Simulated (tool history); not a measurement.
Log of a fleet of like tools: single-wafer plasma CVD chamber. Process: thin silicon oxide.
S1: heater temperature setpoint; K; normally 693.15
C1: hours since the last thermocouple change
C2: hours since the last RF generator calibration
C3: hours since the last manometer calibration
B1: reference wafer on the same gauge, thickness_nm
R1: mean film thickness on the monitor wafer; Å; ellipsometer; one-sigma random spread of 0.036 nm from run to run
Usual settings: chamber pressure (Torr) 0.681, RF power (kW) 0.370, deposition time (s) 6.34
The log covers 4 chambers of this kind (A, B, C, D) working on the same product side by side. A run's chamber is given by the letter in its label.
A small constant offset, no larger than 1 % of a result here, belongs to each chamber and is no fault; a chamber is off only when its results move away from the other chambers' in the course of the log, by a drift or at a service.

run 1A hour=15.3 | S1=693.15 chamber_pressure_(Torr)=0.681 RF_power_(kW)=0.370 deposition_time_(s)=6.34 | C1=487.8 C2=548.9 C3=1150.6 | B1=9.9941 | R1=104.870
run 2D hour=28.6 | S1=693.15 chamber_pressure_(Torr)=0.681 RF_power_(kW)=0.370 deposition_time_(s)=6.34 | C1=2325.9 C2=866.0 C3=1256.1 | B1=9.9943 | R1=105.160
run 3C hour=35.9 | S1=693.15 chamber_pressure_(Torr)=0.681 RF_power_(kW)=0.370 deposition_time_(s)=6.34 | C1=1461.2 C2=396.9 C3=1120.7 | B1=9.9962 | R1=106.230
run 4B hour=45.3 | S1=693.15 chamber_pressure_(Torr)=0.681 RF_power_(kW)=0.370 deposition_time_(s)=6.34 | C1=564.9 C2=799.7 C3=854.8 | B1=10.0070 | R1=105.310
run 5B hour=53.0 | S1=693.15 chamber_pressure_(Torr)=0.681 RF_power_(kW)=0.370 deposition_time_(s)=6.34 | C1=572.6 C2=807.4 C3=862.5 | B1=9.9962 | R1=105.790
run 6A hour=66.9 | S1=693.15 chamber_pressure_(Torr)=0.681 RF_power_(kW)=0.370 deposition_time_(s)=6.34 | C1=539.4 C2=600.5 C3=1202.2 | B1=9.9968 | R1=106.180
run 7C hour=75.1 | S1=693.15 chamber_pressure_(Torr)=0.681 RF_power_(kW)=0.370 deposition_time_(s)=6.34 | C1=1500.4 C2=436.1 C3=1159.9 | B1=10.0030 | R1=106.200
-- hour=76.1 chamber B: RF generator calibrated
run 8D hour=89.2 | S1=693.15 chamber_pressure_(Torr)=0.681 RF_power_(kW)=0.320 deposition_time_(s)=6.34 | C1=2386.5 C2=926.6 C3=1316.7 | B1=9.9979 | R1=100.550
run 9D hour=104.4 | S1=693.15 chamber_pressure_(Torr)=0.681 RF_power_(kW)=0.320 deposition_time_(s)=6.34 | C1=2401.7 C2=941.8 C3=1331.9 | B1=9.9916 | R1=100.700
run 10C hour=119.8 | S1=693.15 chamber_pressure_(Torr)=0.681 RF_power_(kW)=0.320 deposition_time_(s)=6.34 | C1=1545.1 C2=480.8 C3=1204.6 | B1=9.9995 | R1=100.690
run 11B hour=133.9 | S1=693.15 chamber_pressure_(Torr)=0.681 RF_power_(kW)=0.320 deposition_time_(s)=6.34 | C1=653.5 C2=57.8 C3=943.4 | B1=9.9875 | R1=99.605
run 12A hour=141.0 | S1=693.15 chamber_pressure_(Torr)=0.681 RF_power_(kW)=0.370 deposition_time_(s)=6.34 | C1=613.5 C2=674.6 C3=1276.3 | B1=9.9966 | R1=105.770
run 13C hour=156.9 | S1=702.15 chamber_pressure_(Torr)=0.681 RF_power_(kW)=0.370 deposition_time_(s)=6.34 | C1=1582.2 C2=517.9 C3=1241.7 | B1=10.0080 | R1=105.460
run 14A hour=171.0 | S1=702.15 chamber_pressure_(Torr)=0.681 RF_power_(kW)=0.370 deposition_time_(s)=6.34 | C1=643.5 C2=704.6 C3=1306.3 | B1=10.0050 | R1=104.990
run 15D hour=185.9 | S1=702.15 chamber_pressure_(Torr)=0.681 RF_power_(kW)=0.370 deposition_time_(s)=6.34 | C1=2483.2 C2=1023.3 C3=1413.4 | B1=10.0040 | R1=105.000
run 16B hour=195.0 | S1=702.15 chamber_pressure_(Torr)=0.681 RF_power_(kW)=0.370 deposition_time_(s)=6.34 | C1=714.6 C2=118.9 C3=1004.5 | B1=10.0120 | R1=104.830
run 17D hour=208.2 | S1=693.15 chamber_pressure_(Torr)=0.681 RF_power_(kW)=0.370 deposition_time_(s)=6.34 | C1=2505.5 C2=1045.6 C3=1435.7 | B1=10.0060 | R1=105.570
-- hour=218.2 chamber D: capacitance manometer re-zeroed and calibrated
-- hour=224.2 chamber A: RF generator calibrated
run 18C hour=224.2 | S1=693.15 chamber_pressure_(Torr)=0.681 RF_power_(kW)=0.370 deposition_time_(s)=6.34 | C1=1649.5 C2=585.2 C3=1309.0 | B1=9.9997 | R1=105.770
run 19A hour=235.3 | S1=693.15 chamber_pressure_(Torr)=0.681 RF_power_(kW)=0.370 deposition_time_(s)=6.34 | C1=707.8 C2=11.2 C3=1370.6 | B1=9.9981 | R1=105.500
run 20B hour=243.8 | S1=693.15 chamber_pressure_(Torr)=0.681 RF_power_(kW)=0.370 deposition_time_(s)=6.34 | C1=763.4 C2=167.7 C3=1053.3 | B1=9.9972 | R1=105.040
run 21C hour=258.8 | S1=693.15 chamber_pressure_(Torr)=0.681 RF_power_(kW)=0.370 deposition_time_(s)=6.34 | C1=1684.1 C2=619.8 C3=1343.6 | B1=9.9890 | R1=106.680
run 22D hour=265.8 | S1=693.15 chamber_pressure_(Torr)=0.681 RF_power_(kW)=0.370 deposition_time_(s)=6.34 | C1=2563.1 C2=1103.2 C3=47.7 | B1=9.9960 | R1=104.970
run 23A hour=277.6 | S1=693.15 chamber_pressure_(Torr)=0.681 RF_power_(kW)=0.370 deposition_time_(s)=6.34 | C1=750.1 C2=53.5 C3=1412.9 | B1=10.0020 | R1=105.670
run 24B hour=287.8 | S1=693.15 chamber_pressure_(Torr)=0.681 RF_power_(kW)=0.370 deposition_time_(s)=6.34 | C1=807.4 C2=211.7 C3=1097.3 | B1=9.9964 | R1=105.400
run 25D hour=297.7 | S1=693.15 chamber_pressure_(Torr)=0.681 RF_power_(kW)=0.370 deposition_time_(s)=6.34 | C1=2595.0 C2=1135.1 C3=79.6 | B1=10.0020 | R1=104.830
run 26A hour=305.5 | S1=693.15 chamber_pressure_(Torr)=0.681 RF_power_(kW)=0.370 deposition_time_(s)=6.34 | C1=778.0 C2=81.4 C3=1440.8 | B1=10.0050 | R1=105.790
run 27C hour=315.0 | S1=693.15 chamber_pressure_(Torr)=0.681 RF_power_(kW)=0.370 deposition_time_(s)=6.34 | C1=1740.3 C2=676.0 C3=1399.8 | B1=10.0030 | R1=105.790
run 28B hour=324.8 | S1=693.15 chamber_pressure_(Torr)=0.681 RF_power_(kW)=0.425 deposition_time_(s)=6.34 | C1=844.4 C2=248.7 C3=1134.3 | B1=10.0060 | R1=110.970
-- hour=338.3 chamber C: RF generator calibrated
run 29C hour=340.3 | S1=693.15 chamber_pressure_(Torr)=0.681 RF_power_(kW)=0.425 deposition_time_(s)=6.34 | C1=1765.6 C2=2.1 C3=1425.1 | B1=9.9890 | R1=111.700
run 30A hour=349.3 | S1=693.15 chamber_pressure_(Torr)=0.681 RF_power_(kW)=0.425 deposition_time_(s)=6.34 | C1=821.8 C2=125.2 C3=1484.6 | B1=9.9952 | R1=110.810
run 31D hour=364.4 | S1=693.15 chamber_pressure_(Torr)=0.681 RF_power_(kW)=0.425 deposition_time_(s)=6.34 | C1=2661.7 C2=1201.8 C3=146.3 | B1=10.0020 | R1=109.350
run 32B hour=374.7 | S1=693.15 chamber_pressure_(Torr)=0.681 RF_power_(kW)=0.370 deposition_time_(s)=6.34 | C1=894.3 C2=298.6 C3=1184.2 | B1=10.0020 | R1=105.370
run 33B hour=382.6 | S1=693.15 chamber_pressure_(Torr)=0.681 RF_power_(kW)=0.370 deposition_time_(s)=6.34 | C1=902.2 C2=306.5 C3=1192.1 | B1=10.0010 | R1=105.090
run 34A hour=390.0 | S1=693.15 chamber_pressure_(Torr)=0.681 RF_power_(kW)=0.440 deposition_time_(s)=6.34 | C1=862.5 C2=165.9 C3=1525.3 | B1=10.0030 | R1=112.400
run 35C hour=399.9 | S1=693.15 chamber_pressure_(Torr)=0.681 RF_power_(kW)=0.440 deposition_time_(s)=6.34 | C1=1825.2 C2=61.7 C3=1484.7 | B1=9.9950 | R1=112.450
run 36D hour=409.6 | S1=693.15 chamber_pressure_(Torr)=0.681 RF_power_(kW)=0.440 deposition_time_(s)=6.34 | C1=2706.9 C2=1247.0 C3=191.5 | B1=9.9926 | R1=111.470
run 37C hour=417.7 | S1=693.15 chamber_pressure_(Torr)=0.681 RF_power_(kW)=0.440 deposition_time_(s)=6.34 | C1=1843.0 C2=79.5 C3=1502.5 | B1=9.9999 | R1=113.410
run 38B hour=426.7 | S1=693.15 chamber_pressure_(Torr)=0.681 RF_power_(kW)=0.370 deposition_time_(s)=6.34 | C1=946.3 C2=350.6 C3=1236.2 | B1=10.0090 | R1=105.230
run 39A hour=437.9 | S1=693.15 chamber_pressure_(Torr)=0.681 RF_power_(kW)=0.370 deposition_time_(s)=6.34 | C1=910.4 C2=213.8 C3=1573.2 | B1=9.9992 | R1=105.960
run 40D hour=450.4 | S1=693.15 chamber_pressure_(Torr)=0.681 RF_power_(kW)=0.370 deposition_time_(s)=6.34 | C1=2747.7 C2=1287.8 C3=232.3 | B1=10.0010 | R1=104.320
run 41A hour=460.4 | S1=693.15 chamber_pressure_(Torr)=0.627 RF_power_(kW)=0.370 deposition_time_(s)=6.34 | C1=932.9 C2=236.3 C3=1595.7 | B1=9.9896 | R1=96.551
run 42D hour=474.5 | S1=693.15 chamber_pressure_(Torr)=0.627 RF_power_(kW)=0.370 deposition_time_(s)=6.34 | C1=2771.8 C2=1311.9 C3=256.4 | B1=10.0020 | R1=94.847

For the next run the whole fleet of 4 chambers uses the same settings. Give each chamber's results:
run 43A hour=486.1 | S1=693.15 chamber_pressure_(Torr)=0.681 RF_power_(kW)=0.370 deposition_time_(s)=6.34 | R1=?
run 43B hour=486.1 | S1=693.15 chamber_pressure_(Torr)=0.681 RF_power_(kW)=0.370 deposition_time_(s)=6.34 | R1=?
run 43C hour=486.1 | S1=693.15 chamber_pressure_(Torr)=0.681 RF_power_(kW)=0.370 deposition_time_(s)=6.34 | R1=?
run 43D hour=486.1 | S1=693.15 chamber_pressure_(Torr)=0.681 RF_power_(kW)=0.370 deposition_time_(s)=6.34 | R1=?

run=43A R1=105.730
run=43B R1=105.300
run=43C R1=106.020
run=43D R1=103.720
